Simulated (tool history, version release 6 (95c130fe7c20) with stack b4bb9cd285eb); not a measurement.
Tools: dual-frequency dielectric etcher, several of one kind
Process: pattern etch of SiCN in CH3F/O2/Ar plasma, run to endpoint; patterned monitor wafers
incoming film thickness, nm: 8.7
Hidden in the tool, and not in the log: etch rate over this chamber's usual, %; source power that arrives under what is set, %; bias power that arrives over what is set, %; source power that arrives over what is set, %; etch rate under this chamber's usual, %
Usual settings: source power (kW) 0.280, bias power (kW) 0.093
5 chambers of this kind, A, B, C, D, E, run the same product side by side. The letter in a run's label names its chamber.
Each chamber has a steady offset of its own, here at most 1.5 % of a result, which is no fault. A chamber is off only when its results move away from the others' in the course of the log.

| run | hour | source power (kW) | bias power (kW) | hours since the last wet clean | hours since the last source power generator calibration | hours since the last bias power generator calibration | endpoint time (s) |
|---|---|---|---|---|---|---|---|
| 1E | 5.8 | 0.280 | 0.093 | 396.9 | 3473.4 | 1909.7 | 23.976 |
| 2A | 9.8 | 0.280 | 0.093 | 71.8 | 3164.6 | 838.5 | 24.189 |
| 3D | 12.5 | 0.280 | 0.093 | 65.3 | 3903.7 | 2226.9 | 23.874 |
| 4C | 15.2 | 0.280 | 0.093 | 289.3 | 3383.5 | 4342.7 | 24.358 |
| 5B | 19.0 | 0.250 | 0.083 | 195.5 | 848.2 | 587.9 | 26.225 |
| 6C | 21.8 | 0.250 | 0.083 | 295.9 | 3390.1 | 4349.3 | 26.735 |
|  | 25.7 | chamber E: wet clean of the chamber |
| 7A | 27.6 | 0.250 | 0.083 | 89.6 | 3182.4 | 856.3 | 26.519 |
| 8E | 33.0 | 0.250 | 0.083 | 7.4 | 3500.6 | 1936.9 | 26.061 |
| 9D | 37.7 | 0.250 | 0.083 | 90.5 | 3928.9 | 2252.1 | 25.862 |
| 10B | 41.5 | 0.280 | 0.093 | 218.0 | 870.7 | 610.4 | 23.999 |
| 11E | 47.5 | 0.280 | 0.093 | 21.9 | 3515.1 | 1951.4 | 23.849 |
| 12A | 52.4 | 0.280 | 0.093 | 114.4 | 3207.2 | 881.1 | 24.437 |
| 13C | 57.5 | 0.280 | 0.093 | 331.6 | 3425.8 | 4385.0 | 24.530 |
| 14B | 60.8 | 0.280 | 0.093 | 237.3 | 890.0 | 629.7 | 24.098 |
| 15D | 65.7 | 0.280 | 0.093 | 118.5 | 3956.9 | 2280.1 | 23.982 |
| 16A | 71.0 | 0.280 | 0.093 | 133.0 | 3225.8 | 899.7 | 24.591 |
| 17B | 73.8 | 0.280 | 0.093 | 250.3 | 903.0 | 642.7 | 23.919 |
| 18C | 79.8 | 0.280 | 0.093 | 353.9 | 3448.1 | 4407.3 | 24.600 |
| 19E | 83.3 | 0.280 | 0.093 | 57.7 | 3550.9 | 1987.2 | 24.144 |
| 20D | 88.0 | 0.240 | 0.075 | 140.8 | 3979.2 | 2302.4 | 27.431 |
| 21E | 91.3 | 0.240 | 0.075 | 65.7 | 3558.9 | 1995.2 | 27.741 |
| 22B | 95.5 | 0.240 | 0.075 | 272.0 | 924.7 | 664.4 | 28.013 |
| 23D | 99.5 | 0.240 | 0.075 | 152.3 | 3990.7 | 2313.9 | 27.200 |
| 24A | 103.4 | 0.240 | 0.075 | 165.4 | 3258.2 | 932.1 | 27.709 |
| 25C | 107.7 | 0.280 | 0.093 | 381.8 | 3476.0 | 4435.2 | 24.737 |
| 26C | 111.8 | 0.280 | 0.114 | 385.9 | 3480.1 | 4439.3 | 22.821 |
| 27D | 115.4 | 0.280 | 0.114 | 168.2 | 4006.6 | 2329.8 | 22.116 |
|  | 119.4 | chamber C: bias power generator calibrated |
| 28B | 120.3 | 0.280 | 0.114 | 296.8 | 949.5 | 689.2 | 22.149 |
| 29E | 124.9 | 0.280 | 0.114 | 99.3 | 3592.5 | 2028.8 | 21.951 |
| 30A | 128.0 | 0.280 | 0.114 | 190.0 | 3282.8 | 956.7 | 22.191 |
| 31C | 132.6 | 0.280 | 0.093 | 406.7 | 3500.9 | 13.2 | 24.940 |
| 32B | 137.7 | 0.280 | 0.093 | 314.2 | 966.9 | 706.6 | 24.011 |
| 33E | 142.6 | 0.280 | 0.093 | 117.0 | 3610.2 | 2046.5 | 24.093 |
| 34A | 146.8 | 0.280 | 0.093 | 208.8 | 3301.6 | 975.5 | 24.174 |
| 35D | 150.9 | 0.280 | 0.093 | 203.7 | 4042.1 | 2365.3 | 23.746 |
| 36A | 156.5 | 0.280 | 0.093 | 218.5 | 3311.3 | 985.2 | 24.451 |
| 37B | 162.2 | 0.280 | 0.093 | 338.7 | 991.4 | 731.1 | 23.925 |
| 38D | 165.3 | 0.280 | 0.093 | 218.1 | 4056.5 | 2379.7 | 23.798 |
| 39E | 168.6 | 0.350 | 0.076 | 143.0 | 3636.2 | 2072.5 | 23.987 |
| 40C | 171.7 | 0.350 | 0.076 | 445.8 | 3540.0 | 52.3 | 24.740 |
| 41E | 176.5 | 0.350 | 0.076 | 150.9 | 3644.1 | 2080.4 | 23.831 |

Is one chamber off against the others, does the gauge drift, or is nothing wrong? If a chamber is off, say which, and what the likeliest cause is.

Chamber C drifts away from the others.
Cause: etch rate under this chamber's usual, % = 2.6.

Here are 4 candidates for chamber C's next run, each the usual settings with a change, their results left as question marks. Which one brings its results back in line with what the others give on the usual settings?
In line means no further than this from the other chambers' mean on the usual settings: endpoint time (s) 0.420
| 42C-1 | 180.8 | 0.310 | 0.102 |  |  |  | ? |
| 42C-2 | 180.8 | 0.230 | 0.093 |  |  |  | ? |
| 42C-3 | 180.8 | 0.300 | 0.098 |  |  |  | ? |
| 42C-4 | 180.8 | 0.250 | 0.093 |  |  |  | ? |

The other chambers' mean on the usual settings: endpoint time (s) 24.035
| run | endpoint time (s) |
|---|---|
| 42C-1 | 23.213 |
| 42C-2 | 26.882 |
| 42C-3 | 23.864 |
| 42C-4 | 26.060 |
42C-3 brings the chamber back in line.
